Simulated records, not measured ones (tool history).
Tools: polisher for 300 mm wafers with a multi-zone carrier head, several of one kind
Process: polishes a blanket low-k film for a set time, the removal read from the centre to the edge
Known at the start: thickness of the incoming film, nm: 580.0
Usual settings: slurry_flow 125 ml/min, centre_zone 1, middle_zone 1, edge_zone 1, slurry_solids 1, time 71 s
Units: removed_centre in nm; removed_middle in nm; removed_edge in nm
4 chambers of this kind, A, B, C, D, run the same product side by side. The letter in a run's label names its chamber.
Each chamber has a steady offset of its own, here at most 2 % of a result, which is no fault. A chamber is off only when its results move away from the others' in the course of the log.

run   hour  slurry_flow  centre_zone  middle_zone  edge_zone  slurry_solids  time  wafers polished on this pad  hours since the slurry nozzle was cleaned  hours since the centre zone pressure was calibrated  hours since the edge zone pressure was calibrated  removed_centre  removed_middle  removed_edge
      10.3  -- chamber B: slurry nozzle cleaned
 1D   14.4          125            1            1          1              1    71                          224                                      216.7                                                 1123                                              286.7          17.778          17.838        17.794
      15.5  -- chamber A: slurry nozzle cleaned
 2B   22.9          125            1            1          1              1    71                          499                                       12.7                                               1422.9                                              183.2          17.852          18.031        17.722
 3C   33.7          125            1            1          1              1    71                          934                                      495.3                                                256.5                                               64.6          17.526          17.567        17.711
 4A   40.9          125            1            1          1              1    71                          475                                       25.4                                                141.5                                              638.2          17.802          17.607        17.762
      47.5  -- chamber A: worn pad replaced by a new one
 5D   55.1          125            1            1          1              1    71                          474                                      257.4                                               1163.7                                              327.4          17.856          17.748        17.562
      55.2  -- chamber C: worn pad replaced by a new one
 6A   65.9          125            1            1       1.11              1    71                          113                                       50.4                                                166.5                                              663.2          17.513          17.844        18.645
 7C   80.8          125            1            1       1.11              1    71                          157                                      542.4                                                303.6                                              111.7          17.613          17.818        18.555
 8B   96.1          125            1            1       1.11              1    71                          949                                       85.9                                               1496.1                                              256.4          17.934          18.026        18.685
 9D    110          125            1            1       1.11              1    71                          812                                      312.3                                               1218.6                                              382.3          17.702          17.962        18.815
10B  120.4          125            1            1          1              1    71                         1099                                      110.2                                               1520.4                                              280.7          17.885          17.791        17.416
       122  -- chamber B: centre zone pressure recalibrated
     123.8  -- chamber C: slurry nozzle cleaned
11A  127.3          125            1            1          1              1    71                          491                                      111.8                                                227.9                                              724.6          17.668          17.776        17.964
     139.8  -- chamber A: worn pad replaced by a new one
12C  139.9          125            1            1          1              1    71                          521                                       16.2                                                362.7                                              170.8          17.758          18.126        17.841
     141.1  -- chamber C: centre zone pressure recalibrated
13A  153.5          125            1            1          1              1    71                           84                                        138                                                254.1                                              750.8          17.494          17.756        17.649
14D  160.5          125            1            1          1              1    71                         1123                                      362.8                                               1269.1                                              432.8          17.714          17.519          17.8
     162.4  -- chamber D: worn pad replaced by a new one
15C  173.7          125            1            1          1              1    71                          729                                         50                                                 32.6                                              204.6          17.528          17.499        17.627
16B  187.7          125            1            1          1              1    71                         1513                                      177.5                                                 65.7                                                348          17.518          17.719        17.177
17C  195.5          125            1         0.92          1              1    71                          863                                       71.8                                                 54.4                                              226.4          17.744          16.566        17.652
     202.5  -- chamber D: centre zone pressure recalibrated
18D  208.7          125            1         0.92          1              1    71                          285                                        411                                                  6.2                                                481          17.703          16.427        17.492
19B  218.6          125            1         0.92          1              1    71                         1704                                      208.4                                                 96.6                                              378.9          17.335          16.403        17.199
20A  226.5          125            1         0.92          1              1    71                          534                                        211                                                327.1                                              823.8          17.664          16.785        17.738
     231.6  -- chamber A: worn pad replaced by a new one
21D  233.8          125            1            1          1              1    71                          439                                      436.1                                                 31.3                                              506.1          17.826          17.609        17.658
22C  246.6          125            1            1          1              1    71                         1178                                      122.9                                                105.5                                              277.5          17.723          17.586        17.503
     247.2  -- chamber C: worn pad replaced by a new one
23A  261.8          125            1         1.09          1              1    71                          186                                      246.3                                                362.4                                              859.1          17.702          18.685        17.503
24B  268.8          125            1         1.09          1              1    71                         2013                                      258.6                                                146.8                                              429.1          17.347          18.941         17.02
     272.3  -- chamber B: edge zone pressure recalibrated
25A  276.1          125            1         1.09          1              1    71                          274                                      260.6                                                376.7                                              873.4          17.691          19.237        17.755
26D  287.5          125            1         1.09          1              1    71                          770                                      489.8                                                   85                                              559.8          17.903          19.159        17.675
27B  301.5          125            1            1          1              1    71                         2214                                      291.3                                                179.5                                               29.2          17.154          17.158        16.948
     304.3  -- chamber D: slurry nozzle cleaned
28C  312.7          125            1            1          1              1    71                          403                                        189                                                171.6                                              343.6          17.834          18.036        17.831
     324.2  -- chamber A: worn pad replaced by a new one
29D  325.5          125            1            1          1              1    71                         1004                                       21.3                                                  123                                              597.8          17.817          17.752        17.683
30B  335.7          125            1            1          1              1    71                         2425                                      325.5                                                213.7                                               63.4          17.136          17.425        16.644
31A  343.3          125            1            1          1              1    71                          117                                      327.8                                                443.9                                              940.6          17.629          17.598        17.652
32C  351.1          125         1.12            1          1              1    71                          639                                      227.4                                                  210                                                382          20.046          17.928        17.661
     352.8  -- chamber D: worn pad replaced by a new one
       359  -- chamber C: edge zone pressure recalibrated
33B  359.6          125         1.12            1          1              1    71                         2572                                      349.4                                                237.6                                               87.3           19.16          17.114        16.528
34C  370.4          125         1.12            1          1              1    71                          758                                      246.7                                                229.3                                               11.5          19.939          17.336         17.68
35D    385          125         1.12            1          1              1    71                          198                                       80.8                                                182.5                                              657.3          19.925           17.73        17.582
36A  399.3          125            1            1          1              1    71                          462                                      383.8                                                499.9                                              996.6          17.586          17.735         17.64
     405.8  -- chamber A: worn pad replaced by a new one
37D  411.4          125            1            1          1              1    71                          361                                      107.2                                                208.9                                              683.7          17.946          17.843        17.442
     417.9  -- chamber A: slurry nozzle cleaned
38C  418.4          125            1            1          1              1    71                         1054                                      294.7                                                277.3                                               59.5           17.53           18.24        17.576
39A  427.4          125            1            1          1              1    71                          133                                        9.5                                                  528                                             1024.7          17.635          17.794        17.755
40B  434.8          125            1            1       1.07              1    71                         3035                                      424.6                                                312.8                                              162.5          16.846          17.079        16.902
41D  445.7          125            1            1       1.07              1    71                          572                                      141.5                                                243.2                                                718          17.761          17.786        18.107
42C  458.8          125            1            1       1.07              1    71                         1302                                      335.1                                                317.7                                               99.9          17.832          17.939        18.339

Is one chamber off against the others, does the gauge drift, or is nothing wrong? If a chamber is off, say which, and what the likeliest cause is.

Chamber B drifts away from the others.
Cause: removal rate lost through wear of the pad, % = 7.18.
The log may not tell that from: slurry flow missing at the pad, %.

Here are 4 candidates for chamber B's next run, each the usual settings with a change, their results left as question marks. Which one brings its results back in line with what the others give on the usual settings?
In line means no further than this from the other chambers' mean on the usual settings: removed_centre 0.38 nm; removed_middle 0.82 nm; removed_edge 0.54 nm
43B-1  469.8          125            1         1.01       0.99              1    67                                                                                                                                                                                               ?               ?             ?
43B-2  469.8          125         1.01         1.01       0.98           0.95    65                                                                                                                                                                                               ?               ?             ?
43B-3  469.8          125         0.99         0.99       1.02           1.05    78                                                                                                                                                                                               ?               ?             ?
43B-4  469.8          125            1         0.99       1.01              1    75                                                                                                                                                                                               ?               ?             ?

The other chambers' mean on the usual settings: removed_centre 17.724 nm; removed_middle 17.747 nm; removed_edge 17.656 nm
  run  removed_centre  removed_middle  removed_edge
43B-1          15.678          15.853        15.428
43B-2          15.024          15.027        14.547
43B-3          18.442          18.516        18.647
43B-4          17.548          17.425        17.458
43B-4 brings the chamber back in line.

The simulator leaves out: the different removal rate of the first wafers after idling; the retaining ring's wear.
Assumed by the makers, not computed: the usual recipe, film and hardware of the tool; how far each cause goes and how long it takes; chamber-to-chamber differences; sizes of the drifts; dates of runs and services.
